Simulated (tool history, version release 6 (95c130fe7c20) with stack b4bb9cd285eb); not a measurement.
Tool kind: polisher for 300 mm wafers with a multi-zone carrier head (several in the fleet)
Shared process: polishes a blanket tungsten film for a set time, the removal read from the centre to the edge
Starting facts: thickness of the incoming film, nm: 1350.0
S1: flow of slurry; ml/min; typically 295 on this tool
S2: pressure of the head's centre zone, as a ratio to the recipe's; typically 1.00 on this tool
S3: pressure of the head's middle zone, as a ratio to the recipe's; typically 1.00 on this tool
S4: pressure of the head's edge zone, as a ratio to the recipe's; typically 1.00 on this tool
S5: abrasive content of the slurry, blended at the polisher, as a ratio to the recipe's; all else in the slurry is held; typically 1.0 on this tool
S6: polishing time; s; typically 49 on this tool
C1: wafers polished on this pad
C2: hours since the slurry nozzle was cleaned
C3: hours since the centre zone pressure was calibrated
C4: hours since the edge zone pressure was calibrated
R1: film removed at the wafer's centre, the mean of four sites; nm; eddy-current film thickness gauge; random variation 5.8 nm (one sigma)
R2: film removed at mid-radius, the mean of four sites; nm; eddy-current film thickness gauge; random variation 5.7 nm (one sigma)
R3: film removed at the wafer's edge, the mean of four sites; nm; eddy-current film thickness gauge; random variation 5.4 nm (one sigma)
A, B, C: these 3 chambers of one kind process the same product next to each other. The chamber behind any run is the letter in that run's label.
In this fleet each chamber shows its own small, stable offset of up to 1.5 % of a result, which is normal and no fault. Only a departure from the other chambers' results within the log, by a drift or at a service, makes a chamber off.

run	day	S1	S2	S3	S4	S5	S6	C1	C2	C3	C4	R1	R2	R3
1C	0.250	295	1.00	1.00	1.00	1.0	49	180	99.6	41.0	571.5	374.45	388.58	391.32
2B	0.554	295	1.00	1.00	1.00	1.0	49	144	44.6	232.6	223.1	392.46	385.68	385.83
3A	0.838	295	1.00	1.00	1.00	1.0	49	759	484.9	613.7	457.8	389.05	385.78	404.96
4B	1.108	295	1.00	1.00	1.00	1.0	49	263	57.9	245.9	236.4	388.48	400.15	386.47
5C	1.388	295	1.07	1.00	1.00	1.0	44	423	126.9	68.3	598.8	367.88	346.75	350.85
6A	1.608	295	1.07	1.00	1.00	1.0	44	924	503.4	632.2	476.3	373.11	351.42	354.67
7B	1.871	295	1.07	1.00	1.00	1.0	44	426	76.2	264.2	254.7	379.92	359.37	348.66
8A	2.025	295	1.00	1.00	1.00	1.0	49	1013	513.4	642.2	486.3	388.39	391.74	396.98
9C	2.175	295	1.00	1.00	1.06	1.0	60	592	145.8	87.2	617.7	476.53	474.37	511.78
10B	2.496	295	1.00	1.00	1.06	1.0	60	560	91.2	279.2	269.7	487.61	479.86	491.98
11C	2.788	295	1.00	1.00	1.06	1.0	60	723	160.5	101.9	632.4	476.12	480.23	489.43
# day 3.042: chamber C: worn pad replaced by a new one
12A	3.100	295	1.00	1.00	1.00	1.0	49	1243	539.2	668.0	512.1	383.60	394.29	399.82
13C	3.421	295	1.00	1.08	1.00	0.9	49	81	175.7	117.1	647.6	383.66	400.13	388.65
# day 3.633: chamber A: worn pad replaced by a new one
14A	3.738	295	1.00	1.08	1.00	0.9	49	22	554.5	683.3	527.4	370.28	415.51	386.50
# day 3.904: chamber B: worn pad replaced by a new one
15B	4.029	295	1.00	1.08	1.00	0.9	49	27	128.0	316.0	306.5	382.72	406.44	379.50
16B	4.229	295	1.00	1.00	1.00	1.0	49	69	132.8	320.8	311.3	392.84	389.44	389.60
17A	4.558	295	1.00	1.00	1.00	1.0	49	198	574.2	703.0	547.1	378.84	394.66	400.20
18C	4.888	295	1.00	1.00	1.00	1.0	49	395	210.9	152.3	682.8	396.05	390.46	394.26
19B	5.104	295	1.00	1.00	1.00	1.0	49	257	153.8	341.8	332.3	398.08	390.69	395.48
20A	5.338	295	1.00	1.00	1.00	1.0	49	365	592.9	721.7	565.8	373.04	387.21	402.60
21C	5.529	295	1.00	1.00	1.00	1.0	49	532	226.3	167.7	698.2	392.61	396.22	397.42
22A	5.788	295	1.00	1.00	1.00	1.0	49	461	603.7	732.5	576.6	369.84	392.48	393.13
23C	6.104	295	1.00	1.00	1.00	1.0	49	655	240.1	181.5	712.0	404.13	390.37	390.27
# day 6.146: chamber C: slurry nozzle cleaned
24B	6.350	295	1.00	1.00	1.00	1.0	49	523	183.7	371.7	362.2	388.95	378.95	389.71
# day 6.475: chamber A: slurry nozzle cleaned
25B	6.554	295	1.00	1.07	1.00	1.0	49	567	188.6	376.6	367.1	390.44	425.78	392.56
# day 6.696: chamber C: worn pad replaced by a new one
26C	6.792	295	1.00	1.07	1.00	1.0	49	21	15.6	198.0	728.5	390.68	412.32	402.05
27A	7.088	295	1.00	1.07	1.00	1.0	49	739	14.8	763.7	607.8	365.91	411.30	398.44
28B	7.329	295	1.00	1.00	1.00	1.0	49	733	207.2	395.2	385.7	396.15	403.77	395.47
29A	7.500	295	1.00	1.00	1.00	1.0	49	827	24.7	773.6	617.7	362.60	392.75	398.23
30C	7.729	295	1.00	1.00	1.00	1.0	49	221	38.1	220.5	751.0	388.02	395.02	389.92
31C	7.888	295	1.00	1.00	1.00	1.0	49	255	41.9	224.3	754.8	388.23	389.93	392.90
32A	8.217	295	1.00	1.00	1.00	1.0	49	981	41.9	790.8	634.9	359.67	393.67	397.06
# day 8.300: chamber B: worn pad replaced by a new one
33B	8.429	295	1.00	0.95	1.00	1.0	49	28	233.6	421.6	412.1	390.48	384.98	393.41
34C	8.600	295	1.00	0.95	1.00	1.0	49	408	59.0	241.4	771.9	395.00	376.53	398.05
35A	8.888	295	1.00	0.95	1.00	1.0	49	1124	58.0	806.9	651.0	349.96	372.05	408.17
36B	9.196	295	1.00	1.00	1.00	1.0	49	192	252.0	440.0	430.5	397.85	394.61	389.31
37C	9.396	295	1.00	1.00	1.00	1.0	49	578	78.1	260.5	791.0	391.32	380.28	394.96
38B	9.708	295	1.00	1.00	1.00	1.0	49	301	264.3	452.3	442.8	386.43	395.75	392.43
39A	9.983	295	1.00	1.00	1.00	1.0	49	1358	84.3	833.2	677.3	353.80	390.66	398.68
# day 10.104: chamber A: worn pad replaced by a new one
# day 10.146: chamber C: worn pad replaced by a new one
40C	10.192	295	1.00	1.00	1.00	1.0	49	10	97.2	279.6	810.1	392.56	401.30	395.19
41A	10.404	295	1.00	1.00	1.00	1.0	49	64	94.4	843.3	687.4	343.29	389.74	400.50
42B	10.671	295	1.00	1.00	1.00	1.0	49	507	287.4	475.4	465.9	385.16	389.07	398.89

Does one chamber stand apart from the rest, does the shared gauge drift, or is all well apart from small per-chamber offsets? Give the chamber and the most likely cause, where there is one.

One chamber, A, drifts off from the rest bit by bit.
Cause: centre zone's pressure below its setpoint, % = 10.5.

Which of the 4 candidates below, each the usual settings with something changed and its results left as question marks, puts chamber A back in line with what the other chambers give on the usual settings?
In line here means within this much of the mean the other chambers give on the usual settings: R1 20.00 nm; R2 20.00 nm; R3 19.00 nm
43A-1	10.912	295	1.02	1.00	0.99	1.0	49					?	?	?
43A-2	10.912	300	1.10	0.99	0.96	1.0	49					?	?	?
43A-3	10.912	295	0.98	1.00	1.01	1.0	49					?	?	?
43A-4	10.912	290	0.90	1.01	1.04	1.0	49					?	?	?

On the usual settings, the other chambers give on average: R1 390.41 nm; R2 392.32 nm; R3 392.29 nm
run	R1	R2	R3
43A-1	356.55	391.57	389.43
43A-2	388.59	388.45	383.84
43A-3	340.86	391.64	393.51
43A-4	308.94	394.74	399.04
Change 43A-2 lands the chamber within the allowed miss of the other chambers.
